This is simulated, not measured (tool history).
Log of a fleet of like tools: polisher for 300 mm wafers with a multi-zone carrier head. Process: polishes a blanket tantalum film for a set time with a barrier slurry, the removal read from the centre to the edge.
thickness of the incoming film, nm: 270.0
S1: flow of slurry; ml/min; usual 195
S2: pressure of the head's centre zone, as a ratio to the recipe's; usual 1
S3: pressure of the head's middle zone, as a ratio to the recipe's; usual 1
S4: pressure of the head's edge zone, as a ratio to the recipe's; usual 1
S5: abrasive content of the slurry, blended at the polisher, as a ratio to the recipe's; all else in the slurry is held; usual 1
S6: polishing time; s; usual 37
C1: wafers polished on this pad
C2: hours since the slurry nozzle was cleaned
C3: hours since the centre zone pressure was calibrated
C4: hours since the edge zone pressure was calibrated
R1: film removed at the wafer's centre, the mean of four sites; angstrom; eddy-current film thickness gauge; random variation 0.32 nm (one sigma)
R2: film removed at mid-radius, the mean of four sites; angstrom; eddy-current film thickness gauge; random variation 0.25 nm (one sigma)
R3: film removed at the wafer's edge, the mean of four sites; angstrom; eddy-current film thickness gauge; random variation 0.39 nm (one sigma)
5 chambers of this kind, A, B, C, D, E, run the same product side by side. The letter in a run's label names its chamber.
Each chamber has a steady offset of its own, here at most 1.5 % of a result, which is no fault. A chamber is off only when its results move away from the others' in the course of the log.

run   hour   S1   S2    S3  S4  S5  S6    C1     C2      C3      C4      R1      R2      R3
       5.3  -- chamber A: worn pad replaced by a new one
 1C    7.9  195    1     1   1   1  37   123  350.1    28.7   659.4  312.48  313.54  313.31
 2E   13.7  195    1     1   1   1  37   368   52.7   277.7   267.6  314.44  313.07  309.22
      18.2  -- chamber D: slurry nozzle cleaned
      20.7  -- chamber B: slurry nozzle cleaned
 3A   20.9  195    1     1   1   1  37   156    282   853.7   966.5  307.36  307.22  309.99
 4B   26.5  195    1     1   1   1  37   588    5.9    94.8  1190.2  315.21  307.32  311.25
      26.8  -- chamber D: worn pad replaced by a new one
 5D   33.5  195    1     1   1   1  37    67   15.4   241.2   607.5  315.58  309.63  314.07
      39.6  -- chamber A: slurry nozzle cleaned
 6C   44.8  195    1     1   1   1  37   492    387    65.6   696.3   307.9   309.4  314.09
 7D   55.2  230    1     1   1   1  37   284   37.1   262.9   629.2  321.85  317.66   316.6
      58.2  -- chamber A: worn pad replaced by a new one
      61.1  -- chamber C: worn pad replaced by a new one
 8A   61.6  230    1     1   1   1  37    34   22.1   894.4  1007.2   321.8   316.2  318.74
 9E   68.2  230    1     1   1   1  37   913  107.2   332.2   322.1  318.23  317.35  318.85
10B   79.6  230    1     1   1   1  37  1119     59   147.9  1243.3   315.9  315.09  314.67
      81.8  -- chamber A: edge zone pressure recalibrated
11B   86.5  230    1     1   1   1  37  1188   65.9   154.8  1250.2  327.87  314.84  324.93
12A   94.2  195    1     1   1   1  37   361   54.7     927    12.5  314.69  312.35  306.82
      98.9  -- chamber E: worn pad replaced by a new one
13E  103.5  195  0.9  0.91   1   1  37    46  142.5   367.5   357.4   273.2  283.03  314.42
14C  110.3  195  0.9  0.91   1   1  37   492  452.5   131.1   761.8  279.41  286.89  312.97
15D  120.6  195  0.9  0.91   1   1  37   938  102.5   328.3   694.6  275.57  288.82  314.04
     126.2  -- chamber A: worn pad replaced by a new one
16D  129.9  195  0.9  0.91   1   1  37  1031  111.8   337.6   703.9  272.04  289.07  310.77
17C  137.3  195  0.9  0.91   1   1  37   762  479.5   158.1   788.8  274.31   284.6   312.1
     139.6  -- chamber C: worn pad replaced by a new one
     141.3  -- chamber D: worn pad replaced by a new one
     143.3  -- chamber B: edge zone pressure recalibrated
18E  144.1  195    1     1   1   1  37   452  183.1   408.1     398  308.34  314.33  317.29
19B  153.1  195    1     1   1   1  37  1855  132.5   221.4     9.8  302.65  297.93  300.11
20A  163.6  195    1     1   1   1  37   374  124.1   996.4    81.9  314.44  318.48  311.46
     174.1  -- chamber C: slurry nozzle cleaned
21C  176.2  195    1     1   1   1  37   366    2.2     197   827.7  313.08  317.31  311.64
     176.9  -- chamber C: edge zone pressure recalibrated
     179.5  -- chamber A: worn pad replaced by a new one
22B  182.8  195    1     1   1   1  37  2152  162.2   251.1    39.5  298.99  301.85  297.75
23E  189.2  195    1     1   1   1  37   904  228.2   453.2   443.1  313.01  313.98  314.27
24D  197.4  195    1     1   1   1  37   561  179.3   405.1   771.4  311.91  315.28  312.86
     202.7  -- chamber C: worn pad replaced by a new one
25A  208.3  195    1     1   1   1  37   288  168.8  1041.1   126.6  313.08  310.53  310.52
     213.3  -- chamber E: worn pad replaced by a new one
26E    221  195    1     1   1   1  37    77    260     485   474.9  311.19  313.35  315.32
27B  228.4  195    1     1   1   1  37  2608  207.8   296.7    85.1  293.35  292.76  295.37
28A  236.3  195    1     1   1   1  37   568  196.8  1069.1   154.6  311.44  312.39  307.73
     241.2  -- chamber D: worn pad replaced by a new one
29D  243.7  195    1     1   1   1  37    25  225.6   451.4   817.7  308.38  313.06  314.58
30C  250.4  195    1     1   1   1  37   478   76.4   271.2    73.5  310.16  313.24  311.49
31E    256  135    1     1   1   1  30   427    295     520   509.9  240.67  235.62  237.35
32B  265.8  135    1     1   1   1  30  2982  245.2   334.1   122.5  213.36  215.66  223.23
     271.7  -- chamber C: worn pad replaced by a new one
33C  274.7  135    1     1   1   1  30    30  100.7   295.5    97.8  232.34  235.06  249.59
34D  281.8  135    1     1   1   1  30   406  263.7   489.5   855.8  234.43  235.25  240.62

All 5 chambers run these settings next. Forecast each chamber's results:
35A   291  195   1   1   1   1  37                   ?   ?   ?
35B   291  195   1   1   1   1  37                   ?   ?   ?
35C   291  195   1   1   1   1  37                   ?   ?   ?
35D   291  195   1   1   1   1  37                   ?   ?   ?
35E   291  195   1   1   1   1  37                   ?   ?   ?

run      R1      R2      R3
35A  308.72  319.33  311.87
35B  290.23  282.86  289.13
35C  303.92   307.8  317.99
35D  307.29  315.45  312.56
35E  314.77  313.03  315.05

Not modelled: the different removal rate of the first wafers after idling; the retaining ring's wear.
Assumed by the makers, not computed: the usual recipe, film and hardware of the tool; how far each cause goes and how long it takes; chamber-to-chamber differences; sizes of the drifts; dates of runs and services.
